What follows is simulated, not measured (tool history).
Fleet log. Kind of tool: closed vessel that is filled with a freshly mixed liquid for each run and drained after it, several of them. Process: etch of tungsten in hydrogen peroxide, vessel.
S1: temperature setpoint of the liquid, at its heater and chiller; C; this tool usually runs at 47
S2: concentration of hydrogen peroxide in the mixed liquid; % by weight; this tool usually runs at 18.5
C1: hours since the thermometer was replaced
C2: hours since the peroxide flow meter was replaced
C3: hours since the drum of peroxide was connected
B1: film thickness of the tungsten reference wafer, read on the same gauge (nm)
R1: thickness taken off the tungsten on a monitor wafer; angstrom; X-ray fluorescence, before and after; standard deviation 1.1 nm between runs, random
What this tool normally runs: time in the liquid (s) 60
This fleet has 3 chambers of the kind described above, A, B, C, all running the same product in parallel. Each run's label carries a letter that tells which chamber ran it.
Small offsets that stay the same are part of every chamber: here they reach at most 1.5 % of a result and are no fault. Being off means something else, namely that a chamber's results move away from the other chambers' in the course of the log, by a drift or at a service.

Run 1C, hour 5.1: usual settings; C1 1457.3; C2 866.7; C3 379.6; B1 50.032. Result: R1 1084.1 angstrom.
Run 2B, hour 10.4: usual settings; C1 1011.5; C2 583.2; C3 505.6; B1 49.982. Result: R1 1075.6 angstrom.
Run 3A, hour 22.2: usual settings; C1 561.5; C2 1488.7; C3 429.5; B1 49.999. Result: R1 1094.6 angstrom.
Run 4A, hour 32.9: usual settings; C1 572.2; C2 1499.4; C3 440.2; B1 50.031. Result: R1 1073.4 angstrom.
Run 5B, hour 41.1: usual settings; C1 1042.2; C2 613.9; C3 536.3; B1 49.992. Result: R1 1065.1 angstrom.
Run 6C, hour 52.1: usual settings; C1 1504.3; C2 913.7; C3 426.6; B1 50.007. Result: R1 1085 angstrom.
Run 7B, hour 63.7: usual settings; C1 1064.8; C2 636.5; C3 558.9; B1 50.021. Result: R1 1095.7 angstrom.
Run 8A, hour 72.2: usual settings; C1 611.5; C2 1538.7; C3 479.5; B1 49.958. Result: R1 1088.4 angstrom.
Run 9C, hour 83.6: usual settings; C1 1535.8; C2 945.2; C3 458.1; B1 50.024. Result: R1 1080.5 angstrom.
Run 10B, hour 93.3: usual settings; C1 1094.4; C2 666.1; C3 588.5; B1 50.009. Result: R1 1058.3 angstrom.
Run 11A, hour 104.6: usual settings; C1 643.9; C2 1571.1; C3 511.9; B1 50.055. Result: R1 1102.2 angstrom.
Run 12C, hour 114.2: usual settings but S2 15 % by weight, time in the liquid (s) 85; C1 1566.4; C2 975.8; C3 488.7; B1 50.009. Result: R1 1382.6 angstrom.
Run 13A, hour 125.6: usual settings but S2 15 % by weight, time in the liquid (s) 85; C1 664.9; C2 1592.1; C3 532.9; B1 49.934. Result: R1 1396.3 angstrom.
Run 14C, hour 135: usual settings but S2 15 % by weight, time in the liquid (s) 85; C1 1587.2; C2 996.6; C3 509.5; B1 49.974. Result: R1 1378.3 angstrom.
Run 15B, hour 145.2: usual settings; C1 1146.3; C2 718; C3 640.4; B1 50.002. Result: R1 1100.1 angstrom.
Run 16B, hour 153.3: usual settings; C1 1154.4; C2 726.1; C3 648.5; B1 50.036. Result: R1 1096.1 angstrom.
Run 17C, hour 162: usual settings; C1 1614.2; C2 1023.6; C3 536.5; B1 50.055. Result: R1 1071 angstrom.
Run 18A, hour 173.4: usual settings; C1 712.7; C2 1639.9; C3 580.7; B1 50.038. Result: R1 1089.2 angstrom.
Run 19B, hour 184.8: usual settings; C1 1185.9; C2 757.6; C3 680; B1 49.961. Result: R1 1105.5 angstrom.
Run 20A, hour 194.6: usual settings; C1 733.9; C2 1661.1; C3 601.9; B1 49.978. Result: R1 1099.3 angstrom.
Run 21C, hour 205.2: usual settings; C1 1657.4; C2 1066.8; C3 579.7; B1 49.944. Result: R1 1069.4 angstrom.
Run 22C, hour 211: usual settings; C1 1663.2; C2 1072.6; C3 585.5; B1 49.993. Result: R1 1094.6 angstrom.
Run 23B, hour 222: usual settings; C1 1223.1; C2 794.8; C3 717.2; B1 50.06. Result: R1 1113.7 angstrom.
Run 24A, hour 233.3: usual settings; C1 772.6; C2 1699.8; C3 640.6; B1 49.987. Result: R1 1113.9 angstrom.
Run 25C, hour 242.7: usual settings; C1 1694.9; C2 1104.3; C3 617.2; B1 50.006. Result: R1 1052.2 angstrom.
At hour 243.2: chamber A: new drum of peroxide connected.
Run 26B, hour 248.6: usual settings; C1 1249.7; C2 821.4; C3 743.8; B1 49.912. Result: R1 1138 angstrom.
Run 27A, hour 259.2: usual settings but S1 50.5 C; C1 798.5; C2 1725.7; C3 16; B1 50.007. Result: R1 1378.1 angstrom.
Run 28B, hour 268.5: usual settings but S1 50.5 C; C1 1269.6; C2 841.3; C3 763.7; B1 50.025. Result: R1 1421 angstrom.
Run 29C, hour 278.1: usual settings but S1 50.5 C; C1 1730.3; C2 1139.7; C3 652.6; B1 49.964. Result: R1 1355 angstrom.
Run 30A, hour 287.6: usual settings; C1 826.9; C2 1754.1; C3 44.4; B1 50.045. Result: R1 1087.4 angstrom.
Run 31B, hour 295: usual settings; C1 1296.1; C2 867.8; C3 790.2; B1 50.021. Result: R1 1160.5 angstrom.
Run 32C, hour 305.2: usual settings; C1 1757.4; C2 1166.8; C3 679.7; B1 50.032. Result: R1 1071.5 angstrom.
Run 33A, hour 315: usual settings; C1 854.3; C2 1781.5; C3 71.8; B1 50.024. Result: R1 1081.6 angstrom.

Predict what each chamber gives when all 3 of them run the settings below next.
Run 34A, hour 323.5: usual settings. Result: R1 ?.
Run 34B, hour 323.5: usual settings. Result: R1 ?.
Run 34C, hour 323.5: usual settings. Result: R1 ?.

run      R1
34A  1094.4
34B  1165.3
34C  1097.2
